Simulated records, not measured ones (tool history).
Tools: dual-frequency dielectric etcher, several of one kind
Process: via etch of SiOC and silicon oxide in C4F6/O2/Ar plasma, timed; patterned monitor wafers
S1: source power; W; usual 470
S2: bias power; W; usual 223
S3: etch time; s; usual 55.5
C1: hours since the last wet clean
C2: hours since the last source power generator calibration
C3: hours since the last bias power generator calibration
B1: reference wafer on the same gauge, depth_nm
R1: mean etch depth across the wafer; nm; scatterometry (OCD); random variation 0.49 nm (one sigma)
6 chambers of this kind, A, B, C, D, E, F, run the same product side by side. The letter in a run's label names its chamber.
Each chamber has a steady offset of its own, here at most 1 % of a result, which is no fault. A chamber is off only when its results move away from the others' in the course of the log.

run 1A hour=12 | S1=470 S2=223 S3=55.5 | C1=132.7 C2=737.6 C3=503.5 | B1=76.151 | R1=71.913
run 2C hour=22.5 | S1=470 S2=223 S3=55.5 | C1=441.3 C2=4421.3 C3=3542.9 | B1=76.187 | R1=72.152
run 3B hour=32.4 | S1=470 S2=223 S3=55.5 | C1=456.2 C2=5077.8 C3=1396.7 | B1=76.26 | R1=70.426
run 4F hour=42.5 | S1=470 S2=223 S3=55.5 | C1=386.8 C2=1141 C3=1041.6 | B1=76.13 | R1=70.88
run 5D hour=50.5 | S1=470 S2=223 S3=55.5 | C1=404 C2=2458.6 C3=4414.3 | B1=76.288 | R1=72.149
-- hour=51.9 chamber C: wet clean of the chamber
run 6E hour=61.8 | S1=470 S2=245 S3=55.5 | C1=186.3 C2=153.7 C3=2817.2 | B1=76.275 | R1=72.412
-- hour=64.9 chamber D: wet clean of the chamber
run 7B hour=73.7 | S1=470 S2=245 S3=55.5 | C1=497.5 C2=5119.1 C3=1438 | B1=76.214 | R1=73.011
run 8E hour=84.9 | S1=470 S2=245 S3=55.5 | C1=209.4 C2=176.8 C3=2840.3 | B1=76.077 | R1=72.425
-- hour=94.8 chamber B: source power generator calibrated
run 9C hour=94.9 | S1=470 S2=245 S3=55.5 | C1=43.1 C2=4493.7 C3=3615.3 | B1=76.417 | R1=73.496
run 10A hour=103.6 | S1=470 S2=245 S3=55.5 | C1=224.3 C2=829.2 C3=595.1 | B1=76.238 | R1=73.947
run 11F hour=110.2 | S1=470 S2=245 S3=55.5 | C1=454.5 C2=1208.7 C3=1109.3 | B1=76.165 | R1=73.107
run 12D hour=120.1 | S1=470 S2=223 S3=55.5 | C1=55.3 C2=2528.2 C3=4483.9 | B1=76.152 | R1=70.601
run 13A hour=127.3 | S1=470 S2=223 S3=55.5 | C1=248 C2=852.9 C3=618.8 | B1=76.177 | R1=71.524
-- hour=135.9 chamber D: bias power generator calibrated
run 14B hour=136.6 | S1=470 S2=223 S3=55.5 | C1=560.4 C2=41.9 C3=1500.9 | B1=76.221 | R1=71.53
-- hour=140.2 chamber F: wet clean of the chamber
run 15C hour=149.5 | S1=470 S2=223 S3=55.5 | C1=97.7 C2=4548.3 C3=3669.9 | B1=76.189 | R1=71.018
-- hour=149.7 chamber C: bias power generator calibrated
run 16F hour=159.3 | S1=470 S2=223 S3=55.5 | C1=19.1 C2=1257.8 C3=1158.4 | B1=76.122 | R1=70.887
run 17D hour=170.7 | S1=470 S2=223 S3=55.5 | C1=105.9 C2=2578.8 C3=34.9 | B1=76.055 | R1=71.504
-- hour=173.6 chamber B: wet clean of the chamber
run 18E hour=179.3 | S1=470 S2=223 S3=55.5 | C1=303.8 C2=271.2 C3=2934.7 | B1=76.305 | R1=70.926
run 19E hour=193.1 | S1=470 S2=223 S3=55.5 | C1=317.6 C2=285 C3=2948.5 | B1=76.187 | R1=70.841
run 20B hour=202.9 | S1=470 S2=223 S3=55.5 | C1=29.4 C2=108.2 C3=1567.2 | B1=76.188 | R1=69.956
run 21C hour=213.2 | S1=470 S2=223 S3=55.5 | C1=161.4 C2=4612 C3=63.5 | B1=76.38 | R1=70.026
-- hour=218.4 chamber E: wet clean of the chamber
run 22A hour=225.7 | S1=470 S2=223 S3=55.5 | C1=346.4 C2=951.3 C3=717.2 | B1=76.212 | R1=71.407
run 23D hour=234.7 | S1=470 S2=223 S3=55.5 | C1=169.9 C2=2642.8 C3=98.9 | B1=76.131 | R1=70.339
run 24F hour=245 | S1=470 S2=223 S3=55.5 | C1=104.8 C2=1343.5 C3=1244.1 | B1=76.226 | R1=71.711
run 25D hour=258.8 | S1=520 S2=223 S3=47.5 | C1=194 C2=2666.9 C3=123 | B1=76.289 | R1=63.638
run 26C hour=268.4 | S1=520 S2=223 S3=47.5 | C1=216.6 C2=4667.2 C3=118.7 | B1=76.195 | R1=63.294
run 27F hour=282 | S1=520 S2=223 S3=47.5 | C1=141.8 C2=1380.5 C3=1281.1 | B1=76.285 | R1=63.306
run 28B hour=290.9 | S1=520 S2=223 S3=47.5 | C1=117.4 C2=196.2 C3=1655.2 | B1=76.103 | R1=62.743
run 29A hour=304.6 | S1=520 S2=223 S3=47.5 | C1=425.3 C2=1030.2 C3=796.1 | B1=76.291 | R1=63.594
run 30E hour=317.2 | S1=520 S2=223 S3=47.5 | C1=98.8 C2=409.1 C3=3072.6 | B1=76.164 | R1=62.962
run 31C hour=326.3 | S1=470 S2=181 S3=55.5 | C1=274.5 C2=4725.1 C3=176.6 | B1=76.185 | R1=67.105
-- hour=327.3 chamber A: wet clean of the chamber
run 32A hour=336.7 | S1=470 S2=181 S3=55.5 | C1=9.4 C2=1062.3 C3=828.2 | B1=76.316 | R1=67.375
run 33E hour=346.9 | S1=470 S2=181 S3=55.5 | C1=128.5 C2=438.8 C3=3102.3 | B1=76.227 | R1=66.385
run 34D hour=359.5 | S1=470 S2=181 S3=55.5 | C1=294.7 C2=2767.6 C3=223.7 | B1=76.181 | R1=66.469
run 35F hour=371.7 | S1=470 S2=181 S3=55.5 | C1=231.5 C2=1470.2 C3=1370.8 | B1=76.222 | R1=66.327
run 36B hour=382.5 | S1=470 S2=181 S3=55.5 | C1=209 C2=287.8 C3=1746.8 | B1=76.224 | R1=67.009
run 37B hour=390.2 | S1=470 S2=223 S3=55.5 | C1=216.7 C2=295.5 C3=1754.5 | B1=76.117 | R1=70.922

Is one chamber off against the others, does the gauge drift, or is nothing wrong? If a chamber is off, say which, and what the likeliest cause is.

No chamber stands off beyond its own small offset, and the gauge holds steady.
